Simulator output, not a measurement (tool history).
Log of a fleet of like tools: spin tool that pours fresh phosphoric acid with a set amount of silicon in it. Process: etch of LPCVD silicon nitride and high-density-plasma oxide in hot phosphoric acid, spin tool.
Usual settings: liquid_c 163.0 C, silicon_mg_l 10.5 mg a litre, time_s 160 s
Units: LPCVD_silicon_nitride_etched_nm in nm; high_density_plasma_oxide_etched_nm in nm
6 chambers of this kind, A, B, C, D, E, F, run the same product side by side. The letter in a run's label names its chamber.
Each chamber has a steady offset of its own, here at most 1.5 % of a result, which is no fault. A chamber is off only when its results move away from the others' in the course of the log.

| run | hour | liquid_c | silicon_mg_l | time_s | read-back film thickness of the LPCVD silicon nitride reference wafer, read on the same gauge (nm) | read-back film thickness of the high-density-plasma oxide reference wafer, read on the same gauge (nm) | LPCVD_silicon_nitride_etched_nm | high_density_plasma_oxide_etched_nm |
|---|---|---|---|---|---|---|---|---|
| 1C | 14.0 | 163.0 | 10.5 | 160 | 129.99 | 50.013 | 14.675 | 0.55695 |
| 2D | 24.2 | 163.0 | 10.5 | 160 | 130.04 | 49.981 | 14.319 | 0.57840 |
| 3E | 31.2 | 163.0 | 10.5 | 160 | 129.99 | 50.005 | 14.705 | 0.52552 |
| 4F | 39.6 | 163.0 | 10.5 | 160 | 129.98 | 49.997 | 14.516 | 0.58319 |
| 5A | 51.1 | 163.0 | 10.5 | 160 | 129.98 | 49.974 | 14.535 | 0.57317 |
| 6B | 64.5 | 163.0 | 10.5 | 160 | 129.99 | 49.979 | 14.534 | 0.55311 |
| 7E | 71.6 | 163.0 | 10.5 | 160 | 129.99 | 49.987 | 14.632 | 0.55868 |
| 8F | 85.8 | 163.0 | 10.5 | 160 | 130.01 | 50.009 | 14.623 | 0.57321 |
|  | 91.7 | chamber D: dissolved silicon flow meter replaced |
|  | 94.6 | chamber C: heated supply line repaired |
|  | 96.3 | chamber C: dissolved silicon flow meter replaced |
| 9D | 98.4 | 163.0 | 10.5 | 160 | 130.01 | 49.987 | 14.524 | 0.52034 |
| 10A | 113.8 | 163.0 | 10.5 | 160 | 130.00 | 49.984 | 14.331 | 0.64185 |
|  | 123.8 | chamber B: heated supply line repaired |
| 11B | 123.8 | 163.0 | 10.5 | 160 | 129.96 | 49.989 | 14.632 | 0.59807 |
| 12C | 132.2 | 163.0 | 10.5 | 225 | 129.99 | 50.015 | 20.849 | 0.88030 |
| 13D | 145.3 | 163.0 | 10.5 | 225 | 130.03 | 50.013 | 20.235 | 0.88033 |
| 14C | 155.1 | 163.0 | 10.5 | 225 | 129.96 | 50.001 | 20.364 | 0.82890 |
| 15A | 168.9 | 163.0 | 10.5 | 225 | 130.00 | 49.996 | 20.216 | 0.85816 |
| 16E | 176.3 | 163.0 | 10.5 | 225 | 129.99 | 50.026 | 20.508 | 0.85722 |
| 17F | 187.7 | 163.0 | 10.5 | 225 | 130.00 | 49.989 | 20.761 | 0.76675 |
| 18B | 197.1 | 163.0 | 10.5 | 160 | 130.02 | 50.009 | 14.460 | 0.62859 |
| 19E | 204.4 | 163.0 | 10.5 | 160 | 130.00 | 49.989 | 14.717 | 0.57276 |
| 20D | 215.4 | 163.0 | 10.5 | 160 | 130.00 | 49.988 | 14.265 | 0.58045 |
| 21B | 224.3 | 163.0 | 10.5 | 160 | 130.00 | 50.012 | 14.525 | 0.56247 |
| 22F | 233.9 | 163.0 | 10.5 | 160 | 129.99 | 50.010 | 14.811 | 0.60862 |
| 23C | 241.4 | 160.0 | 10.5 | 215 | 130.01 | 50.001 | 17.800 | 0.68037 |
| 24A | 248.7 | 160.0 | 10.5 | 215 | 129.98 | 50.009 | 17.530 | 0.61900 |
| 25A | 264.5 | 160.0 | 10.5 | 215 | 130.00 | 50.016 | 17.568 | 0.68880 |
| 26F | 277.4 | 160.0 | 10.5 | 215 | 130.02 | 50.015 | 17.837 | 0.61136 |
| 27C | 285.7 | 160.0 | 10.5 | 215 | 130.02 | 49.997 | 17.965 | 0.61895 |
| 28E | 297.1 | 160.0 | 10.5 | 215 | 130.00 | 49.985 | 17.685 | 0.59957 |
| 29B | 307.5 | 161.5 | 7.0 | 160 | 130.00 | 50.010 | 13.745 | 0.52504 |
| 30D | 314.5 | 161.5 | 7.0 | 160 | 129.99 | 50.026 | 13.631 | 0.54669 |
| 31D | 328.9 | 161.5 | 7.0 | 160 | 129.96 | 49.983 | 13.688 | 0.56211 |
|  | 332.7 | chamber C: thermometer replaced |
| 32A | 339.3 | 161.5 | 7.0 | 160 | 130.03 | 50.002 | 13.727 | 0.63767 |
| 33E | 351.4 | 161.5 | 7.0 | 160 | 130.00 | 49.971 | 13.868 | 0.55043 |
| 34C | 359.2 | 161.5 | 7.0 | 160 | 129.99 | 50.026 | 13.906 | 0.51639 |
| 35F | 368.1 | 163.0 | 10.5 | 160 | 130.01 | 49.998 | 14.672 | 0.60360 |
| 36B | 378.2 | 163.0 | 10.5 | 160 | 130.01 | 49.989 | 14.612 | 0.64908 |
| 37A | 385.6 | 163.0 | 10.5 | 160 | 130.00 | 50.023 | 14.569 | 0.59952 |

All 6 chambers run these settings next. Forecast each chamber's results:
| 38A | 397.1 | 163.0 | 10.5 | 160 |  |  | ? | ? |
| 38B | 397.1 | 163.0 | 10.5 | 160 |  |  | ? | ? |
| 38C | 397.1 | 163.0 | 10.5 | 160 |  |  | ? | ? |
| 38D | 397.1 | 163.0 | 10.5 | 160 |  |  | ? | ? |
| 38E | 397.1 | 163.0 | 10.5 | 160 |  |  | ? | ? |
| 38F | 397.1 | 163.0 | 10.5 | 160 |  |  | ? | ? |

| run | LPCVD_silicon_nitride_etched_nm | high_density_plasma_oxide_etched_nm |
|---|---|---|
| 38A | 14.522 | 0.58771 |
| 38B | 14.631 | 0.62561 |
| 38C | 14.575 | 0.56490 |
| 38D | 14.198 | 0.60331 |
| 38E | 14.495 | 0.56218 |
| 38F | 14.587 | 0.57315 |
